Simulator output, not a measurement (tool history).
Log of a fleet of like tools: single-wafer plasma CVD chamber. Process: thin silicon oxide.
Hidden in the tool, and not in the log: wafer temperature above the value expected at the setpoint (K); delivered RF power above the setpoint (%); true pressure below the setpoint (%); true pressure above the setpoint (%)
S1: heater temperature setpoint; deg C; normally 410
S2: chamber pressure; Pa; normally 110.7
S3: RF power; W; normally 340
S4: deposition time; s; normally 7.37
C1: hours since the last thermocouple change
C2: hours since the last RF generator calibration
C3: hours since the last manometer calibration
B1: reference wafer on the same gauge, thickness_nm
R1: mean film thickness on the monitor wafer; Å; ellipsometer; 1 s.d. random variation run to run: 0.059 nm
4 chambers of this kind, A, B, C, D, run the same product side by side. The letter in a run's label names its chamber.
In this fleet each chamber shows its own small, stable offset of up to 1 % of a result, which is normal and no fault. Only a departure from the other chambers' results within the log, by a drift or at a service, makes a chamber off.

run 1A hour=10.3 | S1=410 S2=110.7 S3=340 S4=7.37 | C1=847.6 C2=1964 C3=1755.8 | B1=16.1 | R1=146.94
run 2D hour=19 | S1=410 S2=110.7 S3=340 S4=7.37 | C1=2295.2 C2=212.1 C3=121.8 | B1=16.119 | R1=148.06
run 3B hour=30.8 | S1=410 S2=110.7 S3=340 S4=7.37 | C1=618.2 C2=462.2 C3=1738.1 | B1=16.105 | R1=147.5
run 4C hour=40.4 | S1=410 S2=110.7 S3=340 S4=7.37 | C1=1442 C2=162.6 C3=1696.8 | B1=16.093 | R1=146.82
run 5D hour=50.4 | S1=410 S2=110.7 S3=340 S4=7.37 | C1=2326.6 C2=243.5 C3=153.2 | B1=16.082 | R1=147.57
run 6A hour=61.7 | S1=410 S2=110.7 S3=340 S4=7.95 | C1=899 C2=2015.4 C3=1807.2 | B1=16.106 | R1=158.34
run 7B hour=71.8 | S1=410 S2=110.7 S3=340 S4=7.95 | C1=659.2 C2=503.2 C3=1779.1 | B1=16.12 | R1=157.41
run 8C hour=82.3 | S1=410 S2=110.7 S3=340 S4=7.95 | C1=1483.9 C2=204.5 C3=1738.7 | B1=16.096 | R1=157.89
run 9C hour=89.9 | S1=410 S2=110.7 S3=340 S4=7.95 | C1=1491.5 C2=212.1 C3=1746.3 | B1=16.084 | R1=157.74
run 10B hour=99.5 | S1=410 S2=110.7 S3=340 S4=7.37 | C1=686.9 C2=530.9 C3=1806.8 | B1=16.104 | R1=144.94
run 11D hour=107.1 | S1=410 S2=110.7 S3=340 S4=7.37 | C1=2383.3 C2=300.2 C3=209.9 | B1=16.112 | R1=148.24
-- hour=107.9 chamber A: RF generator calibrated
run 12A hour=118.6 | S1=410 S2=110.7 S3=340 S4=7.37 | C1=955.9 C2=10.8 C3=1864.1 | B1=16.113 | R1=146.36
run 13B hour=127.7 | S1=410 S2=110.7 S3=340 S4=7.87 | C1=715.1 C2=559.1 C3=1835 | B1=16.095 | R1=157.74
run 14D hour=137.4 | S1=410 S2=110.7 S3=340 S4=7.87 | C1=2413.6 C2=330.5 C3=240.2 | B1=16.107 | R1=157.39
run 15A hour=148 | S1=410 S2=110.7 S3=340 S4=7.87 | C1=985.3 C2=40.2 C3=1893.5 | B1=16.097 | R1=156.54
run 16C hour=154.1 | S1=410 S2=110.7 S3=340 S4=7.87 | C1=1555.7 C2=276.3 C3=1810.5 | B1=16.104 | R1=155.63
run 17A hour=163.9 | S1=410 S2=110.7 S3=340 S4=7.37 | C1=1001.2 C2=56.1 C3=1909.4 | B1=16.096 | R1=146.98
run 18B hour=176.2 | S1=410 S2=100.4 S3=285 S4=7.37 | C1=763.6 C2=607.6 C3=1883.5 | B1=16.108 | R1=123.82
-- hour=178.3 chamber A: capacitance manometer re-zeroed and calibrated
run 19D hour=185.2 | S1=410 S2=100.4 S3=285 S4=7.37 | C1=2461.4 C2=378.3 C3=288 | B1=16.097 | R1=125.64
run 20C hour=194.2 | S1=410 S2=100.4 S3=285 S4=7.37 | C1=1595.8 C2=316.4 C3=1850.6 | B1=16.113 | R1=124.13
run 21B hour=206.4 | S1=410 S2=100.4 S3=285 S4=7.37 | C1=793.8 C2=637.8 C3=1913.7 | B1=16.105 | R1=124.82
run 22D hour=213.5 | S1=410 S2=110.7 S3=340 S4=7.37 | C1=2489.7 C2=406.6 C3=316.3 | B1=16.092 | R1=147.41
run 23C hour=221.2 | S1=410 S2=110.7 S3=340 S4=7.37 | C1=1622.8 C2=343.4 C3=1877.6 | B1=16.081 | R1=145.7
run 24A hour=233.5 | S1=410 S2=110.7 S3=340 S4=7.37 | C1=1070.8 C2=125.7 C3=55.3 | B1=16.114 | R1=143.52
run 25D hour=244.2 | S1=410 S2=110.7 S3=340 S4=7.37 | C1=2520.4 C2=437.3 C3=347 | B1=16.11 | R1=147.42
-- hour=247.4 chamber B: capacitance manometer re-zeroed and calibrated
run 26B hour=253.5 | S1=410 S2=110.7 S3=340 S4=7.37 | C1=840.9 C2=684.9 C3=6.1 | B1=16.104 | R1=147.03
run 27C hour=265.7 | S1=410 S2=110.7 S3=340 S4=7.37 | C1=1667.3 C2=387.9 C3=1922.1 | B1=16.097 | R1=147.7
run 28A hour=273.2 | S1=410 S2=110.7 S3=340 S4=7.37 | C1=1110.5 C2=165.4 C3=95 | B1=16.1 | R1=144
run 29A hour=285 | S1=410 S2=110.7 S3=340 S4=7.37 | C1=1122.3 C2=177.2 C3=106.8 | B1=16.098 | R1=143.25
-- hour=286.7 chamber D: thermocouple changed; heater temperature recalibrated
run 30D hour=292.3 | S1=410 S2=110.7 S3=340 S4=7.37 | C1=5.7 C2=485.4 C3=395.1 | B1=16.101 | R1=148.08
-- hour=301.4 chamber C: thermocouple changed; heater temperature recalibrated
run 31B hour=304 | S1=410 S2=110.7 S3=340 S4=7.37 | C1=891.4 C2=735.4 C3=56.6 | B1=16.087 | R1=145.99
run 32C hour=314.6 | S1=410 S2=110.7 S3=340 S4=7.37 | C1=13.3 C2=436.8 C3=1971 | B1=16.099 | R1=146.37
run 33B hour=323.3 | S1=410 S2=110.7 S3=340 S4=7.37 | C1=910.7 C2=754.7 C3=75.9 | B1=16.108 | R1=146.7
run 34A hour=331 | S1=410 S2=110.7 S3=340 S4=7.37 | C1=1168.3 C2=223.2 C3=152.8 | B1=16.091 | R1=143.27
run 35D hour=339.4 | S1=410 S2=110.7 S3=340 S4=7.37 | C1=52.8 C2=532.5 C3=442.2 | B1=16.087 | R1=147.96
run 36C hour=347.7 | S1=410 S2=110.7 S3=340 S4=7.37 | C1=46.4 C2=469.9 C3=2004.1 | B1=16.104 | R1=146.13

All 4 chambers run these settings next. Forecast each chamber's results:
run 37A hour=356.7 | S1=410 S2=110.7 S3=340 S4=7.37 | R1=?
run 37B hour=356.7 | S1=410 S2=110.7 S3=340 S4=7.37 | R1=?
run 37C hour=356.7 | S1=410 S2=110.7 S3=340 S4=7.37 | R1=?
run 37D hour=356.7 | S1=410 S2=110.7 S3=340 S4=7.37 | R1=?

run=37A R1=144.71
run=37B R1=147.37
run=37C R1=146.59
run=37D R1=148.43
